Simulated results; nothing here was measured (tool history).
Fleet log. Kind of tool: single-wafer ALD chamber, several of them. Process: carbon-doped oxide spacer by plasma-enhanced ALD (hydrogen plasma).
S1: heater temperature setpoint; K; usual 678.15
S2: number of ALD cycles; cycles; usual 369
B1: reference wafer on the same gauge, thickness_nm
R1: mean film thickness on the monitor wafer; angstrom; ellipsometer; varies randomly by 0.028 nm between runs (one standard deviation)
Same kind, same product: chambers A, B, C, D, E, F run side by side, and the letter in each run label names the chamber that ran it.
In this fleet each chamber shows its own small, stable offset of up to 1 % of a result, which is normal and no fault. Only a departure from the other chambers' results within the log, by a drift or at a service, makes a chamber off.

run,hour,S1,S2,B1,R1
1C,5.5,678.15,369,18.606,181.26
2E,9.7,678.15,369,18.607,180.88
3B,14.6,678.15,369,18.607,181.64
4D,20.9,678.15,369,18.606,182.57
5F,26.2,678.15,369,18.605,181.08
6A,31.1,678.15,369,18.612,181.47
7B,36.4,678.15,369,18.62,182.09
8D,43,664.15,315,18.627,158.01
9A,51.2,664.15,315,18.629,157.14
10F,56.9,664.15,315,18.629,156.57
11E,61.4,664.15,315,18.637,156.44
12C,66.5,664.15,315,18.633,157.34
13F,75.1,664.15,315,18.64,156.5
14A,80.2,678.15,369,18.64,181.21
15D,84.2,678.15,369,18.645,182.18
16B,88.6,678.15,369,18.649,181.89
17C,96.4,678.15,369,18.647,181.45
18E,100.4,678.15,369,18.642,180.62
19F,106.2,678.15,369,18.658,181.21
20C,111.1,678.15,369,18.653,181.59
21E,116.9,678.15,369,18.655,180.71
22A,122,678.15,369,18.665,182.04
# hour 124.9: chamber F: thermocouple changed; heater temperature recalibrated
23D,129,678.15,369,18.669,182.69
24B,134.3,678.15,369,18.671,182.45
25D,140.6,692.15,334,18.671,158.22
26C,147.7,692.15,334,18.678,157.03
27B,156.4,692.15,334,18.668,158.38
28E,161.6,692.15,334,18.685,157.59
29A,166.9,692.15,334,18.687,157.55
30F,174.1,692.15,334,18.69,157.63
31C,178.5,678.15,369,18.69,181.6
32A,185,678.15,369,18.696,181.76
33B,192.6,691.15,369,18.7,175.1
34E,198.4,691.15,369,18.703,174.7
35F,207,691.15,369,18.716,174.82
36D,211.8,691.15,369,18.705,175.82
37B,218.5,691.15,369,18.711,175.08
38E,224.1,691.15,369,18.717,174.84

Is one chamber out of step, is the gauge drifting, or do the chambers differ by no more than their own small offsets? For an off chamber, give its letter and the likeliest cause.

Gauge drift. The chambers move together only on paper, and none stands off.
Cause: gauge reads high (%) = 0.638.
